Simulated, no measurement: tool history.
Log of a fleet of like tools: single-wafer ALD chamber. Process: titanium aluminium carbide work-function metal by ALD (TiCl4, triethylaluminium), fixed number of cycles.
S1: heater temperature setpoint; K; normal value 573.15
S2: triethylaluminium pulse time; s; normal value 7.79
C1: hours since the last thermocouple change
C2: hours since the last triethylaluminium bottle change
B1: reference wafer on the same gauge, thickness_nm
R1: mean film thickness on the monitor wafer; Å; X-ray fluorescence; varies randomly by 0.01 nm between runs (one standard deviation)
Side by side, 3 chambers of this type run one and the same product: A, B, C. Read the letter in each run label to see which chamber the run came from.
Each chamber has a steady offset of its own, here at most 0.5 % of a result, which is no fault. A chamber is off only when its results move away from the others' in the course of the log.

{"run": "1C", "day": 0.575, "S1": 573.15, "S2": 7.79, "C1": 379.3, "C2": 306.5, "B1": 2.2484, "R1": 19.242}
{"run": "2A", "day": 1.004, "S1": 573.15, "S2": 7.79, "C1": 896.2, "C2": 1049.5, "B1": 2.2494, "R1": 19.411}
{"run": "3B", "day": 1.512, "S1": 573.15, "S2": 7.79, "C1": 573.5, "C2": 1193.2, "B1": 2.2483, "R1": 19.139}
{"run": "4B", "day": 2.033, "S1": 573.15, "S2": 7.79, "C1": 586.0, "C2": 1205.7, "B1": 2.2464, "R1": 19.228}
{"run": "5C", "day": 2.704, "S1": 573.15, "S2": 7.79, "C1": 430.4, "C2": 357.6, "B1": 2.2507, "R1": 19.386}
{"run": "6A", "day": 3.012, "S1": 573.15, "S2": 7.79, "C1": 944.4, "C2": 1097.7, "B1": 2.2508, "R1": 19.254}
{"run": "7C", "day": 3.692, "S1": 573.15, "S2": 7.79, "C1": 454.1, "C2": 381.3, "B1": 2.2518, "R1": 19.186}
{"run": "8B", "day": 3.996, "S1": 573.15, "S2": 7.79, "C1": 633.1, "C2": 1252.8, "B1": 2.2514, "R1": 19.106}
{"run": "9A", "day": 4.425, "S1": 564.15, "S2": 8.77, "C1": 978.3, "C2": 1131.6, "B1": 2.2527, "R1": 18.901}
{"run": "10B", "day": 5.1, "S1": 564.15, "S2": 8.77, "C1": 659.6, "C2": 1279.3, "B1": 2.2495, "R1": 18.825}
{"run": "11C", "day": 5.717, "S1": 564.15, "S2": 8.77, "C1": 502.7, "C2": 429.9, "B1": 2.2461, "R1": 18.861}
{"run": "12A", "day": 6.225, "S1": 573.15, "S2": 7.79, "C1": 1021.5, "C2": 1174.8, "B1": 2.2486, "R1": 19.215}
{"run": "13B", "day": 6.638, "S1": 573.15, "S2": 7.79, "C1": 696.5, "C2": 1316.2, "B1": 2.2538, "R1": 19.309}
{"run": "14A", "day": 7.029, "S1": 573.15, "S2": 7.79, "C1": 1040.8, "C2": 1194.1, "B1": 2.2496, "R1": 19.332}
{"run": "15C", "day": 7.583, "S1": 573.15, "S2": 7.79, "C1": 547.5, "C2": 474.7, "B1": 2.249, "R1": 19.067}
{"run": "16A", "day": 8.162, "S1": 573.15, "S2": 7.79, "C1": 1068.0, "C2": 1221.3, "B1": 2.2482, "R1": 19.306}
{"run": "17C", "day": 8.596, "S1": 573.15, "S2": 7.79, "C1": 571.8, "C2": 499.0, "B1": 2.2507, "R1": 19.11}
{"run": "18B", "day": 9.058, "S1": 573.15, "S2": 7.79, "C1": 754.6, "C2": 1374.3, "B1": 2.2522, "R1": 19.263}
{"day": 9.317, "done": "chamber B: triethylaluminium bottle replaced"}
{"run": "19A", "day": 9.596, "S1": 573.15, "S2": 7.79, "C1": 1102.4, "C2": 1255.7, "B1": 2.2512, "R1": 19.369}
{"run": "20C", "day": 9.975, "S1": 573.15, "S2": 7.79, "C1": 604.9, "C2": 532.1, "B1": 2.2491, "R1": 19.233}
{"run": "21B", "day": 10.275, "S1": 573.15, "S2": 5.74, "C1": 783.8, "C2": 23.1, "B1": 2.2492, "R1": 17.632}
{"run": "22A", "day": 10.596, "S1": 573.15, "S2": 5.74, "C1": 1126.4, "C2": 1279.7, "B1": 2.2501, "R1": 17.9}
{"run": "23B", "day": 10.921, "S1": 573.15, "S2": 5.74, "C1": 799.3, "C2": 38.6, "B1": 2.2467, "R1": 17.815}
{"run": "24C", "day": 11.375, "S1": 573.15, "S2": 7.79, "C1": 638.5, "C2": 565.7, "B1": 2.2484, "R1": 19.17}
{"run": "25A", "day": 12.004, "S1": 584.15, "S2": 7.79, "C1": 1160.2, "C2": 1313.5, "B1": 2.2493, "R1": 20.04}
{"run": "26C", "day": 12.567, "S1": 584.15, "S2": 7.79, "C1": 667.1, "C2": 594.3, "B1": 2.2544, "R1": 20.291}
{"run": "27B", "day": 13.129, "S1": 584.15, "S2": 7.79, "C1": 852.3, "C2": 91.6, "B1": 2.2534, "R1": 20.226}
{"run": "28A", "day": 13.596, "S1": 573.15, "S2": 7.79, "C1": 1198.4, "C2": 1351.7, "B1": 2.2476, "R1": 19.366}
{"run": "29C", "day": 14.033, "S1": 573.15, "S2": 7.79, "C1": 702.3, "C2": 629.5, "B1": 2.249, "R1": 19.168}
{"run": "30B", "day": 14.454, "S1": 573.15, "S2": 7.79, "C1": 884.1, "C2": 123.4, "B1": 2.2523, "R1": 19.203}
{"run": "31A", "day": 15.046, "S1": 573.15, "S2": 7.79, "C1": 1233.2, "C2": 1386.5, "B1": 2.2508, "R1": 19.313}
{"run": "32C", "day": 15.488, "S1": 573.15, "S2": 7.79, "C1": 737.2, "C2": 664.4, "B1": 2.2485, "R1": 19.16}
{"day": 15.696, "done": "chamber A: triethylaluminium bottle replaced"}
{"run": "33B", "day": 15.821, "S1": 573.15, "S2": 7.79, "C1": 916.9, "C2": 156.2, "B1": 2.2505, "R1": 19.042}
{"run": "34C", "day": 16.4, "S1": 573.15, "S2": 7.79, "C1": 759.1, "C2": 686.3, "B1": 2.2475, "R1": 19.296}
{"run": "35B", "day": 16.804, "S1": 573.15, "S2": 7.79, "C1": 940.5, "C2": 179.8, "B1": 2.2527, "R1": 19.149}
{"run": "36A", "day": 17.283, "S1": 573.15, "S2": 7.79, "C1": 1286.9, "C2": 38.1, "B1": 2.2493, "R1": 19.303}
{"run": "37B", "day": 17.85, "S1": 573.15, "S2": 7.79, "C1": 965.6, "C2": 204.9, "B1": 2.2519, "R1": 19.235}

Read the log: is a single chamber off, either drifting away or since a service, is the gauge that measures every chamber drifting, or is nothing wrong beyond small per-chamber offsets? Name any odd chamber and what most likely caused it.

All chambers stay in line apart from their small fixed offsets, and the gauge does not drift.
